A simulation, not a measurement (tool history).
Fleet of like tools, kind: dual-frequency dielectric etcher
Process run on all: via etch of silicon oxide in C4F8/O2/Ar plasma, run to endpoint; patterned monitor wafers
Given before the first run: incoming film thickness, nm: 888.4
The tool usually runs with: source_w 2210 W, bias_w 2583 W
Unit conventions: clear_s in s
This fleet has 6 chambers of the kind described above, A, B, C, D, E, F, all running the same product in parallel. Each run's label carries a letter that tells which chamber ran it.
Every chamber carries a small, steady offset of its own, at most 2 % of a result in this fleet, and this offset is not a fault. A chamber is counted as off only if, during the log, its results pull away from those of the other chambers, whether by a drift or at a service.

-- day=0.358 chamber E: wet clean of the chamber
run 1C day=0.388 | source_w=2210 bias_w=2583 | clear_s=153.52
run 2E day=0.650 | source_w=2210 bias_w=2583 | clear_s=155.42
run 3A day=0.892 | source_w=2210 bias_w=2583 | clear_s=156.29
run 4D day=1.271 | source_w=2210 bias_w=2583 | clear_s=157.11
run 5F day=1.458 | source_w=2210 bias_w=2583 | clear_s=154.39
run 6B day=1.792 | source_w=2210 bias_w=2583 | clear_s=159.44
run 7D day=2.129 | source_w=2210 bias_w=2854 | clear_s=153.47
run 8F day=2.421 | source_w=2210 bias_w=2854 | clear_s=150.32
run 9A day=2.742 | source_w=2210 bias_w=2854 | clear_s=152.57
run 10C day=3.058 | source_w=2210 bias_w=2854 | clear_s=149.12
run 11E day=3.292 | source_w=2210 bias_w=2854 | clear_s=150.93
-- day=3.525 chamber F: wet clean of the chamber
run 12B day=3.529 | source_w=2210 bias_w=2854 | clear_s=152.78
run 13C day=3.875 | source_w=2210 bias_w=2583 | clear_s=153.69
run 14D day=4.088 | source_w=2210 bias_w=2583 | clear_s=155.69
run 15F day=4.362 | source_w=2210 bias_w=2583 | clear_s=155.17
run 16B day=4.596 | source_w=2210 bias_w=2110 | clear_s=167.31
run 17A day=5.012 | source_w=2210 bias_w=2110 | clear_s=165.67
run 18E day=5.425 | source_w=2210 bias_w=2110 | clear_s=166.75
-- day=5.621 chamber C: wet clean of the chamber
run 19A day=5.721 | source_w=2210 bias_w=2110 | clear_s=165.72
run 20B day=5.988 | source_w=2210 bias_w=2110 | clear_s=165.31
run 21E day=6.196 | source_w=2210 bias_w=2110 | clear_s=164.92
run 22D day=6.396 | source_w=2210 bias_w=2583 | clear_s=153.21
run 23F day=6.658 | source_w=2210 bias_w=2583 | clear_s=154.51
run 24C day=7.071 | source_w=2560 bias_w=2921 | clear_s=138.60
run 25B day=7.421 | source_w=2560 bias_w=2921 | clear_s=142.53
run 26F day=7.708 | source_w=2560 bias_w=2921 | clear_s=142.05
run 27C day=7.912 | source_w=2560 bias_w=2921 | clear_s=140.21
run 28A day=8.200 | source_w=2560 bias_w=2921 | clear_s=141.54
run 29E day=8.542 | source_w=2560 bias_w=2921 | clear_s=141.57
run 30D day=8.812 | source_w=2210 bias_w=2583 | clear_s=153.17
run 31D day=9.175 | source_w=2210 bias_w=2583 | clear_s=150.90
run 32B day=9.512 | source_w=1700 bias_w=2583 | clear_s=173.30
run 33F day=9.912 | source_w=1700 bias_w=2583 | clear_s=173.14
-- day=9.996 chamber B: wet clean of the chamber
run 34C day=10.179 | source_w=1700 bias_w=2583 | clear_s=172.80
run 35A day=10.483 | source_w=1700 bias_w=2583 | clear_s=173.50
run 36E day=10.792 | source_w=1700 bias_w=2583 | clear_s=172.81
run 37F day=11.171 | source_w=1700 bias_w=2583 | clear_s=170.61
run 38D day=11.558 | source_w=2210 bias_w=2583 | clear_s=151.69
run 39A day=11.808 | source_w=2210 bias_w=2583 | clear_s=156.43
run 40C day=12.150 | source_w=2210 bias_w=2583 | clear_s=152.85
run 41B day=12.408 | source_w=2530 bias_w=2235 | clear_s=154.58
run 42E day=12.738 | source_w=2530 bias_w=2235 | clear_s=154.62

Which is it: a chamber that has drifted or been left off by a service, a gauge drift common to all chambers, or only each chamber's usual small offset? If a chamber is off, name it and its likeliest cause.

It is chamber D that slowly wanders off from its peers.
Cause: etch rate over this chamber's usual, % = 5.27.

Chamber D could run next with any of the 4 candidate recipes listed below; each alters the usual settings, and their results appear as question marks. Which one brings its results back in line with what the other chambers deliver on the usual settings?
To be in line, a result may differ from the other chambers' mean on the usual settings by at most: clear_s 3.00 s
run 43D-1 day=13.038 | source_w=2060 bias_w=2443 | clear_s=?
run 43D-2 day=13.038 | source_w=2480 bias_w=2836 | clear_s=?
run 43D-3 day=13.038 | source_w=2360 bias_w=2723 | clear_s=?
run 43D-4 day=13.038 | source_w=1810 bias_w=2583 | clear_s=?

On the usual settings, the other chambers give on average: clear_s 156.00 s
run=43D-1 clear_s=156.09
run=43D-2 clear_s=138.76
run=43D-3 clear_s=143.24
run=43D-4 clear_s=161.34
43D-1 puts the chamber back in line with the other chambers.

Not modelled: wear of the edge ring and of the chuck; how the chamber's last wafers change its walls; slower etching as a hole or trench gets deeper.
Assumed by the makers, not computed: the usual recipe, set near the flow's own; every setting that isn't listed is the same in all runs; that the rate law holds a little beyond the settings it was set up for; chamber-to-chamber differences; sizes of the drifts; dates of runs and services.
